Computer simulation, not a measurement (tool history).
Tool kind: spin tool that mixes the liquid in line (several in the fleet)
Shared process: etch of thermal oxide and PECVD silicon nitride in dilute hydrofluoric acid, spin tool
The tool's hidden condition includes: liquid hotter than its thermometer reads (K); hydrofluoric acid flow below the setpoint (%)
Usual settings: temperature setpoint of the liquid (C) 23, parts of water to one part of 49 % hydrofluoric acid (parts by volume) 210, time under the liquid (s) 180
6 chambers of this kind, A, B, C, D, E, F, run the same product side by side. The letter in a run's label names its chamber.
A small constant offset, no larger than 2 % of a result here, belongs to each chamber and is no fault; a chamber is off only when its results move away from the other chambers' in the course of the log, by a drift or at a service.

run	day	temperature setpoint of the liquid (C)	parts of water to one part of 49 % hydrofluoric acid (parts by volume)	time under the liquid (s)	hours since the thermometer was replaced	hours since the hydrofluoric acid flow meter was replaced	read-back film thickness of the thermal oxide reference wafer, read on the same gauge (nm)	read-back film thickness of the PECVD silicon nitride reference wafer, read on the same gauge (nm)	thickness taken off the thermal oxide on a monitor wafer (nm)	thickness taken off the PECVD silicon nitride on a monitor wafer (nm)
1A	0.338	23	210	180	1875.6	482.6	110.01	59.986	3.4186	1.4633
2E	0.525	23	210	180	2034.1	1739	109.96	60.022	3.4913	1.4239
3D	0.792	23	210	180	309.8	1471	109.99	59.992	3.3829	1.4166
4B	1.058	23	210	180	235.1	1160.2	109.97	60.019	3.4344	1.3965
5C	1.462	19.5	210	180	917.1	70.7	110.01	60.003	3.0773	1.0379
6F	1.754	19.5	210	180	249.9	260.6	110	59.975	3.026	1.1027
7E	2.012	19.5	210	180	2069.8	1774.7	110.01	60.009	3.0901	1.1645
8F	2.275	19.5	210	180	262.4	273.1	109.99	59.979	3.0879	1.145
9B	2.646	19.5	210	180	273.2	1198.3	110	60.005	2.938	1.0564
10C	2.979	19.5	210	180	953.5	107.1	110.01	60.034	3.0549	1.0986
11D	3.35	23	210	180	371.2	1532.4	110	60.039	3.4146	1.3553
12A	3.662	25.5	210	270	1955.4	562.4	110.02	59.993	5.7536	2.4281
13D	3.967	25.5	210	270	386	1547.2	109.99	59.99	5.6239	2.443
14E	4.267	25.5	210	270	2123.9	1828.8	109.99	60.033	5.7633	2.4131
15A	4.612	25.5	210	270	1978.2	585.2	109.98	59.977	5.7493	2.467
16B	4.817	25.5	210	270	325.3	1250.4	110	60.003	5.6928	2.4721
17C	5.008	25.5	210	270	1002.2	155.8	109.98	59.98	5.7058	2.5362
18F	5.258	23	210	180	334	344.7	110.01	60.038	3.5128	1.4186
19F	5.633	23	210	180	343	353.7	110.01	59.982	3.4438	1.3785
20A	5.996	23	210	180	2011.4	618.4	110.02	60.019	3.4617	1.3581
21D	6.404	23	210	180	444.5	1605.7	110	59.986	3.4558	1.3683
22E	6.792	23	300	240	2184.5	1889.4	109.96	60.013	3.0492	1.381
# day 6.812: chamber F: hydrofluoric acid flow meter replaced
23C	7.112	23	300	240	1052.7	206.3	110	60.008	2.9688	1.3363
24B	7.429	23	300	240	388	1313.1	109.98	59.997	2.9189	1.3157
25E	7.7	23	300	240	2206.3	1911.2	110.01	60.014	3.0508	1.3534
26F	8.025	23	300	240	400.4	29.1	109.99	59.972	3.0753	1.3242
27B	8.433	23	300	240	412.1	1337.2	110.01	60.004	2.8883	1.3066
28C	8.7	23	210	180	1090.8	244.4	110.01	60.029	3.4903	1.3956
29A	8.904	23	210	180	2081.2	688.2	110.03	59.993	3.4277	1.3614
30D	9.138	23	210	180	510.1	1671.3	110.02	59.995	3.3456	1.3439
31D	9.504	23	210	180	518.9	1680.1	109.99	59.985	3.3865	1.446
32B	9.912	23	210	180	447.6	1372.7	110.02	60.011	3.426	1.4303
33C	10.096	23	210	180	1124.3	277.9	110.02	60.017	3.5382	1.3915
34F	10.288	23	210	180	454.7	83.4	109.99	59.99	3.4382	1.4026
35E	10.488	23	210	180	2273.2	1978.1	109.97	59.994	3.4536	1.4317
36A	10.671	23	210	180	2123.6	730.6	110.02	59.968	3.5165	1.4164
37F	11.058	23	210	180	473.2	101.9	110	59.969	3.4697	1.3613

Next, all 6 chambers run the settings below, one line each with question marks for the results. What does each chamber give?
38A	11.358	23	210	180					?	?
38B	11.358	23	210	180					?	?
38C	11.358	23	210	180					?	?
38D	11.358	23	210	180					?	?
38E	11.358	23	210	180					?	?
38F	11.358	23	210	180					?	?

run	thickness taken off the thermal oxide on a monitor wafer (nm)	thickness taken off the PECVD silicon nitride on a monitor wafer (nm)
38A	3.508	1.3719
38B	3.3883	1.3922
38C	3.4705	1.3885
38D	3.3482	1.3961
38E	3.5218	1.3952
38F	3.4053	1.3428
